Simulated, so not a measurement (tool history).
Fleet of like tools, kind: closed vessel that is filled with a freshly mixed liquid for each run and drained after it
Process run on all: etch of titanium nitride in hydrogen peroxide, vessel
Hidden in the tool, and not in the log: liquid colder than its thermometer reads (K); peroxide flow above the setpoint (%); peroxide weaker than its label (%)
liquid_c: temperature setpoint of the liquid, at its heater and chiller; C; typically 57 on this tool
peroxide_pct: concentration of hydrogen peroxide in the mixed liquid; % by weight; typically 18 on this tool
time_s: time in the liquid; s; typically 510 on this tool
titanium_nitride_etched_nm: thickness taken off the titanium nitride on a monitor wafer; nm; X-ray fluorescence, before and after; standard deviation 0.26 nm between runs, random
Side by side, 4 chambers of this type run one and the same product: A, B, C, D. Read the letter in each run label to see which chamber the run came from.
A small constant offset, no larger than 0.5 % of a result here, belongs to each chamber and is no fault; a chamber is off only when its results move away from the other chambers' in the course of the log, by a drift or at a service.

run	day	liquid_c	peroxide_pct	time_s	hours since the thermometer was replaced	hours since the peroxide flow meter was replaced	hours since the drum of peroxide was connected	read-back film thickness of the titanium nitride reference wafer, read on the same gauge (nm)	titanium_nitride_etched_nm
1D	0.238	57	18	510	1695.2	2424.3	118.9	79.979	25.784
2C	0.45	57	18	510	1549.2	1323.6	349.6	79.981	25.709
3B	0.725	57	18	510	2839.3	389	550.1	80.024	26.104
4A	0.942	57	18	510	836.5	877.9	809.7	80.005	25.765
# day 1.158: chamber D: peroxide flow meter replaced
5B	1.325	57	18	510	2853.7	403.4	564.5	80.01	26.251
6A	1.525	57	18	510	850.5	891.9	823.7	79.98	25.872
7C	1.754	57	18	510	1580.5	1354.9	380.9	80.031	26.078
8D	1.95	57	18	510	1736.3	19	160	80.006	25.95
# day 2.025: chamber A: thermometer replaced
9D	2.133	57	18	510	1740.7	23.4	164.4	80.026	25.951
10B	2.496	63.5	15	510	2881.8	431.5	592.6	79.974	39.976
11C	2.704	63.5	15	510	1603.3	1377.7	403.7	80.056	38.498
12A	3.071	63.5	15	510	25.2	929	860.8	80.02	38.711
13A	3.45	63.5	15	510	34.3	938.1	869.9	79.953	38.575
14C	3.804	57	18	510	1629.7	1404.1	430.1	79.99	25.858
15B	4.025	57	18	510	2918.5	468.2	629.3	79.982	26.02
16D	4.279	57	18	510	1792.2	74.9	215.9	79.988	25.655
# day 4.346: chamber B: new drum of peroxide connected
17D	4.471	57	18	510	1796.8	79.5	220.5	80.033	25.98
18C	4.767	63.5	18	800	1652.8	1427.2	453.2	80.001	63.645
19B	5.154	63.5	18	800	2945.6	495.3	19.4	79.995	64.54
20A	5.412	63.5	18	800	81.4	985.2	917	79.994	63.022
21C	5.712	63.5	18	800	1675.5	1449.9	475.9	80.002	64.185
22D	6.071	57	18	510	1835.2	117.9	258.9	80.035	26.204
23A	6.458	57	18	510	106.5	1010.3	942.1	80.016	25.612
# day 6.542: chamber B: thermometer replaced
24B	6.675	57	18	510	3.3	531.8	55.9	79.995	25.998
25C	6.925	57	18	510	1704.6	1479	505	79.997	26.034
26A	7.283	57	18	510	126.3	1030.1	961.9	80.031	25.812
27D	7.612	57	20.5	510	1872.2	154.9	295.9	80.007	26.818
28B	7.858	57	20.5	510	31.7	560.2	84.3	80.02	26.746
29A	8.092	57	20.5	510	145.7	1049.5	981.3	80.014	26.6
30B	8.333	57	20.5	510	43.1	571.6	95.7	80.018	27.447
31C	8.671	57	18	510	1746.5	1520.9	546.9	79.935	25.929
32D	8.888	57	18	510	1902.8	185.5	326.5	79.996	25.753
33B	9.238	57	18	510	64.8	593.3	117.4	80.006	26.572
34A	9.483	57	18	510	179.1	1082.9	1014.7	80.024	25.688
35C	9.862	57	18	510	1775.1	1549.5	575.5	79.998	26.37
36D	10.233	57	18	510	1935.1	217.8	358.8	79.998	26.13
# day 10.271: chamber C: peroxide flow meter replaced
# day 10.475: chamber C: thermometer replaced
37A	10.517	57	14	280	203.9	1107.7	1039.5	79.995	13.681
38B	10.9	57	14	280	104.7	633.2	157.3	80.013	13.745
39D	11.092	57	14	280	1955.7	238.4	379.4	80.04	13.332
# day 11.242: chamber A: new drum of peroxide connected
# day 11.421: chamber D: thermometer replaced
40C	11.421	57	14	280	22.8	27.7	612.9	80	13.646
41D	11.662	57	18	510	5.8	252.1	393.1	79.986	26.101
42B	11.846	60.5	13	510	127.4	655.9	180	79.988	30.915
43A	12.079	60.5	13	510	241.4	1145.2	20.2	79.998	31.428

Does one chamber stand apart from the rest, does the shared gauge drift, or is all well apart from small per-chamber offsets? Give the chamber and the most likely cause, where there is one.

All chambers stay in line apart from their small fixed offsets, and the gauge does not drift.

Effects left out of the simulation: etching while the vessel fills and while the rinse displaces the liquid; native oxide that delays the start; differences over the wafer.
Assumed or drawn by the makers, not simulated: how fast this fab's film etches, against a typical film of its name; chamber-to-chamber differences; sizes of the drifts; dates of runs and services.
